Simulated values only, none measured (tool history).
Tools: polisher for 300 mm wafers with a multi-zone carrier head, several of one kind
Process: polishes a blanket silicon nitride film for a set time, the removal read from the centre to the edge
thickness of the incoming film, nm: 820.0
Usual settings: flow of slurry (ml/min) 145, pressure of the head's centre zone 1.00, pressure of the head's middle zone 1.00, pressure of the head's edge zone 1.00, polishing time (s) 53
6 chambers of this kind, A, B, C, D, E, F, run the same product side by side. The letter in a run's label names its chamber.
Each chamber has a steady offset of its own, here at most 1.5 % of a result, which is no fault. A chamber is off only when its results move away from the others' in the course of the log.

run,hour,flow of slurry (ml/min),pressure of the head's centre zone,pressure of the head's middle zone,pressure of the head's edge zone,polishing time (s),wafers polished on this pad,hours since the slurry nozzle was cleaned,hours since the centre zone pressure was calibrated,hours since the edge zone pressure was calibrated,film removed at the wafer's centre (angstrom),film removed at mid-radius (angstrom),film removed at the wafer's edge (angstrom)
# hour 2.2: chamber C: edge zone pressure recalibrated
1D,4.4,145,1.00,1.00,1.00,53,103,107.2,84.6,1082.2,747.37,747.10,764.08
# hour 5.5: chamber A: worn pad replaced by a new one
# hour 9.3: chamber E: worn pad replaced by a new one
2F,9.8,145,1.00,1.00,1.00,53,815,345.9,955.5,41.6,723.31,757.40,772.26
3A,17.9,145,1.00,1.00,1.00,53,78,257.8,705.2,197.4,770.71,767.09,741.46
4B,26.3,145,1.00,1.00,1.00,53,729,75.4,227.8,261.3,741.57,758.12,738.72
5E,33.7,145,1.00,1.00,1.00,53,154,44.1,169.4,182.5,736.94,740.16,760.23
6C,41.9,145,1.00,1.00,1.00,53,532,195.5,265.1,39.7,735.90,719.86,737.29
7E,45.8,145,1.00,0.93,0.96,53,231,56.2,181.5,194.6,725.28,688.67,717.94
8B,51.0,145,1.00,0.93,0.96,53,885,100.1,252.5,286.0,739.74,709.15,739.91
9F,58.7,145,1.00,0.93,0.96,53,1125,394.8,1004.4,90.5,747.69,679.63,732.56
10C,66.2,145,1.00,0.93,0.96,53,685,219.8,289.4,64.0,734.33,689.90,732.27
11A,69.9,145,1.00,0.93,0.96,53,407,309.8,757.2,249.4,757.10,702.72,737.56
12D,74.1,145,1.00,0.93,0.96,53,544,176.9,154.3,1151.9,733.07,690.89,735.96
13D,79.1,145,1.00,1.00,1.00,53,575,181.9,159.3,1156.9,736.28,726.31,756.76
14F,84.8,145,1.00,1.00,1.00,53,1290,420.9,1030.5,116.6,742.85,752.62,770.66
# hour 90.6: chamber C: worn pad replaced by a new one
# hour 90.7: chamber B: edge zone pressure recalibrated
15C,92.7,145,1.00,1.00,1.00,53,13,246.3,315.9,90.5,721.23,734.23,733.51
16A,101.0,145,1.00,1.00,1.00,53,604,340.9,788.3,280.5,744.06,746.42,735.49
# hour 104.8: chamber F: worn pad replaced by a new one
17E,106.9,145,1.00,1.00,1.00,53,617,117.3,242.6,255.7,752.80,743.41,751.92
# hour 113.1: chamber D: slurry nozzle cleaned
18B,115.3,145,1.00,0.96,1.00,66,1291,164.4,316.8,24.7,929.71,882.28,918.76
19E,123.3,145,1.00,0.96,1.00,66,721,133.7,259.0,272.1,935.89,870.77,912.63
20B,128.2,145,1.00,0.96,1.00,66,1373,177.3,329.7,37.6,907.22,880.15,905.91
# hour 128.3: chamber F: slurry nozzle cleaned
21D,133.5,145,1.00,0.96,1.00,66,919,20.4,213.7,1211.3,927.10,875.26,924.95
22A,141.1,145,1.00,0.96,1.00,66,857,381.0,828.4,320.6,928.30,885.96,919.89
23F,145.4,145,1.00,0.96,1.00,66,256,17.1,1091.1,177.2,925.36,898.98,931.01
# hour 151.6: chamber A: worn pad replaced by a new one
24C,152.6,145,1.00,1.00,1.00,53,392,306.2,375.8,150.4,733.04,737.90,739.09
# hour 153.0: chamber E: worn pad replaced by a new one
25C,156.3,145,1.08,1.08,1.00,53,415,309.9,379.5,154.1,811.30,807.17,745.65
# hour 159.4: chamber D: worn pad replaced by a new one
26A,161.8,145,1.08,1.08,1.00,53,64,401.7,849.1,341.3,817.86,801.54,751.43
27E,169.1,145,1.08,1.08,1.00,53,102,179.5,304.8,317.9,818.34,804.21,742.09
28D,177.3,145,1.08,1.08,1.00,53,113,64.2,257.5,1255.1,811.44,797.57,747.93
29B,183.1,145,1.08,1.08,1.00,53,1720,232.2,384.6,92.5,764.32,772.49,708.94
30F,186.9,145,1.08,1.08,1.00,53,519,58.6,1132.6,218.7,806.95,808.99,742.46
31F,191.3,145,1.00,1.00,1.00,53,546,63.0,1137.0,223.1,753.87,738.10,764.94
32A,197.2,145,1.00,1.00,1.00,53,288,437.1,884.5,376.7,756.36,742.15,756.67
# hour 200.5: chamber F: centre zone pressure recalibrated
33D,201.6,145,1.00,1.00,1.00,53,266,88.5,281.8,1279.4,753.85,746.02,752.87
34C,206.5,145,1.00,1.00,1.00,53,733,360.1,429.7,204.3,726.34,747.07,749.02
35E,212.0,145,1.00,1.00,1.00,53,373,222.4,347.7,360.8,745.32,739.82,751.07
# hour 216.8: chamber A: slurry nozzle cleaned
36B,219.1,145,1.00,1.00,1.00,53,1947,268.2,420.6,128.5,682.84,690.16,672.68
37B,222.8,145,1.00,1.00,1.00,53,1971,271.9,424.3,132.2,691.96,694.56,690.46
38A,226.5,180,1.00,1.00,1.00,53,473,9.8,913.8,406.0,766.68,787.45,764.08
39E,232.7,180,1.00,1.00,1.00,53,504,243.1,368.4,381.5,786.07,769.90,762.51
40D,239.1,180,1.00,1.00,1.00,53,503,126.0,319.3,1316.9,770.32,752.83,789.69
41C,246.5,180,1.00,1.00,1.00,53,986,400.1,469.7,244.3,777.11,774.93,755.30
# hour 250.8: chamber C: worn pad replaced by a new one
42F,253.1,180,1.00,1.00,1.00,53,937,124.8,52.6,284.9,789.00,786.37,767.57
43F,261.3,180,1.00,1.00,1.00,53,989,133.0,60.8,293.1,781.93,790.13,768.55
44C,265.6,145,1.00,1.00,1.00,53,93,419.2,488.8,263.4,739.63,761.78,735.05

Next, every chamber runs the same settings. What will each give?
45A,271.7,145,1.00,1.00,1.07,53,,,,,?,?,?
45B,271.7,145,1.00,1.00,1.07,53,,,,,?,?,?
45C,271.7,145,1.00,1.00,1.07,53,,,,,?,?,?
45D,271.7,145,1.00,1.00,1.07,53,,,,,?,?,?
45E,271.7,145,1.00,1.00,1.07,53,,,,,?,?,?
45F,271.7,145,1.00,1.00,1.07,53,,,,,?,?,?

run,film removed at the wafer's centre (angstrom),film removed at mid-radius (angstrom),film removed at the wafer's edge (angstrom)
45A,747.10,744.26,762.30
45B,674.48,666.55,693.12
45C,739.09,730.29,746.88
45D,749.31,726.75,783.00
45E,748.32,745.97,758.93
45F,735.14,753.07,788.02
